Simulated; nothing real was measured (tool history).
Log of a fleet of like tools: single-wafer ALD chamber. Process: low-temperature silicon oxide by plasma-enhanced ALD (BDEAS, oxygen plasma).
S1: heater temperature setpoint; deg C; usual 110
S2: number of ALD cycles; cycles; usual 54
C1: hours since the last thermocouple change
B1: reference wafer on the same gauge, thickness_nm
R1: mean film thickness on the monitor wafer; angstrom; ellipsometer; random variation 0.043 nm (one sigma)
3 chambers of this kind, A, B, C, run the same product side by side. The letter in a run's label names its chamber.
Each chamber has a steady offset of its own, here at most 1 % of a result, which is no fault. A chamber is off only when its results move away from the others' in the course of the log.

| run | day | S1 | S2 | C1 | B1 | R1 |
|---|---|---|---|---|---|---|
| 1B | 0.475 | 110 | 54 | 1462.0 | 7.0352 | 75.169 |
| 2A | 1.050 | 110 | 54 | 218.1 | 7.0472 | 76.209 |
| 3C | 1.358 | 110 | 54 | 580.5 | 7.0371 | 74.525 |
| 4A | 1.771 | 110 | 54 | 235.4 | 7.0359 | 75.812 |
| 5B | 2.308 | 110 | 54 | 1506.0 | 7.0317 | 75.573 |
| 6C | 2.629 | 110 | 54 | 611.0 | 7.0428 | 74.560 |
| 7A | 3.021 | 110 | 54 | 265.4 | 7.0349 | 75.868 |
| 8B | 3.504 | 110 | 54 | 1534.7 | 7.0388 | 76.331 |
| 9C | 3.800 | 110 | 54 | 639.1 | 7.0406 | 75.088 |
| 10B | 4.433 | 110 | 54 | 1557.0 | 7.0430 | 76.035 |
| 11A | 4.946 | 110 | 54 | 311.6 | 7.0438 | 76.158 |
| 12C | 5.367 | 110 | 54 | 676.7 | 7.0284 | 75.026 |
| 13A | 5.821 | 110 | 54 | 332.6 | 7.0462 | 75.579 |
| 14C | 6.112 | 110 | 54 | 694.6 | 7.0288 | 75.690 |
| 15B | 6.450 | 100 | 62 | 1605.4 | 7.0314 | 88.526 |
| 16A | 6.762 | 100 | 62 | 355.2 | 7.0301 | 89.757 |
| 17B | 7.167 | 100 | 62 | 1622.6 | 7.0357 | 87.749 |
| 18C | 7.792 | 110 | 54 | 734.9 | 7.0432 | 74.689 |
| 19B | 8.146 | 110 | 54 | 1646.1 | 7.0355 | 74.460 |
| 20A | 8.808 | 110 | 54 | 404.3 | 7.0385 | 76.220 |
| 21C | 9.454 | 110 | 54 | 774.8 | 7.0378 | 74.517 |
| 22A | 9.896 | 110 | 54 | 430.4 | 7.0382 | 75.540 |
| 23C | 10.358 | 110 | 54 | 796.5 | 7.0382 | 74.476 |
| 24B | 10.921 | 110 | 54 | 1712.7 | 7.0449 | 75.950 |
| 25C | 11.312 | 110 | 54 | 819.4 | 7.0420 | 75.300 |
| 26B | 11.604 | 120 | 46 | 1729.1 | 7.0336 | 63.542 |
| 27A | 12.121 | 120 | 46 | 483.8 | 7.0483 | 62.561 |
| 28B | 12.742 | 120 | 46 | 1756.4 | 7.0460 | 63.738 |
| 29C | 13.383 | 110 | 54 | 869.1 | 7.0474 | 75.964 |
| 30A | 13.992 | 110 | 54 | 528.7 | 7.0400 | 76.624 |
| 31A | 14.458 | 110 | 54 | 539.9 | 7.0401 | 75.289 |
| 32C | 15.083 | 110 | 54 | 909.9 | 7.0479 | 74.933 |
| 33B | 15.688 | 110 | 54 | 1827.1 | 7.0450 | 75.508 |
| 34C | 16.221 | 123 | 64 | 937.2 | 7.0367 | 86.369 |
| 35A | 16.858 | 123 | 64 | 597.5 | 7.0402 | 88.042 |

What goes on in this fleet: one chamber off, a drifting gauge, or nothing beyond the chambers' own small offsets? Name the chamber and the cause, if any.

No chamber stands off beyond its own small offset, and the gauge holds steady.

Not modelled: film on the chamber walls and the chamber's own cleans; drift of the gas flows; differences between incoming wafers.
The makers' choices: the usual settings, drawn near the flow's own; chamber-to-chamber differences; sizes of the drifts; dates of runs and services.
